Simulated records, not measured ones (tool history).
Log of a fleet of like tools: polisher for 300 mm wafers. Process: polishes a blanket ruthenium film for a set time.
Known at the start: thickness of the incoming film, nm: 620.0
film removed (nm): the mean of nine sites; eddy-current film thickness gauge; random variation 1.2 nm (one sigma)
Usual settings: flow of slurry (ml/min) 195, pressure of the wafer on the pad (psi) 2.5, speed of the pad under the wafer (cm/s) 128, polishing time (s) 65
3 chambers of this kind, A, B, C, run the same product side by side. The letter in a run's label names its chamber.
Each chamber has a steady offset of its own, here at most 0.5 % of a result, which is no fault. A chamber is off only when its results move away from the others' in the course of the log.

run   hour  flow of slurry (ml/min)  pressure of the wafer on the pad (psi)  speed of the pad under the wafer (cm/s)  polishing time (s)  film removed (nm)
       1.0  -- chamber A: slurry nozzle cleaned
       6.8  -- chamber C: worn pad replaced by a new one
 1C   11.8                      195                                     2.5                                      128                  65            107.450
 2B   18.7                      195                                     2.5                                      128                  65            109.230
      20.6  -- chamber B: worn pad replaced by a new one
 3A   26.4                      195                                     2.5                                      128                  65            107.710
 4B   34.2                      195                                     2.5                                      128                  65            108.650
 5A   44.1                      195                                     2.5                                      128                  65            108.360
      48.6  -- chamber A: worn pad replaced by a new one
 6C   51.4                      195                                     2.5                                      128                  65            107.310
 7A   59.6                      195                                     3.3                                      128                  79            171.650
 8B   71.8                      195                                     3.3                                      128                  79            176.430
 9C   79.4                      195                                     3.3                                      128                  79            173.510
10B   86.2                      195                                     2.5                                      128                  65            108.850
11A   92.7                      195                                     2.5                                      128                  65            109.250
12C   99.8                      195                                     2.5                                      128                  65            110.020
     108.8  -- chamber B: worn pad replaced by a new one
13A  111.2                      195                                     2.5                                      128                  65            105.630
     117.0  -- chamber A: head pressure recalibrated
14C  124.3                      195                                     2.5                                      128                  65            107.470
     131.1  -- chamber C: worn pad replaced by a new one
     131.9  -- chamber B: head pressure recalibrated
15B  136.3                      195                                     3.2                                      128                  65            138.540
16A  147.1                      195                                     3.2                                      128                  65            123.210
17B  156.6                      195                                     3.2                                      128                  65            140.560
18C  169.8                      135                                     2.5                                      128                  72            114.030
19C  178.4                      135                                     2.5                                      128                  72            112.280
     184.7  -- chamber A: worn pad replaced by a new one
20A  189.4                      135                                     2.5                                      128                  72            100.230
21B  199.1                      195                                     2.5                                      128                  87            145.190
     202.0  -- chamber B: worn pad replaced by a new one
22B  207.8                      195                                     2.5                                      128                  87            145.530
23A  213.6                      195                                     2.5                                      128                  87            128.300
24C  222.7                      195                                     2.5                                      128                  65            107.900
25A  231.8                      195                                     2.5                                      128                  65             96.316
26C  238.5                      195                                     2.5                                      128                  65            109.870
27B  251.6                      195                                     2.5                                      128                  65            107.390

What goes on in this fleet: one chamber off, a drifting gauge, or nothing beyond the chambers' own small offsets? Name the chamber and the cause, if any.

A service left chamber A off against the others.
Cause: head's pressure below its setpoint, % = 10.5.

Here are 4 candidates for chamber A's next run, each the usual settings with a change, their results left as question marks. Which one brings its results back in line with what the others give on the usual settings?
In line means no further than this from the other chambers' mean on the usual settings: film removed (nm) 4.200
28A-1  261.2                      195                                     2.4                                      124                  62                  ?
28A-2  261.2                      200                                     2.8                                      128                  72                  ?
28A-3  261.2                      195                                     2.3                                      118                  60                  ?
28A-4  261.2                      195                                     2.5                                      136                  69                  ?

The other chambers' mean on the usual settings: film removed (nm) 108.730
  run  film removed (nm)
28A-1             86.374
28A-2            121.010
28A-3             76.311
28A-4            109.650
28A-4 brings the chamber back in line.
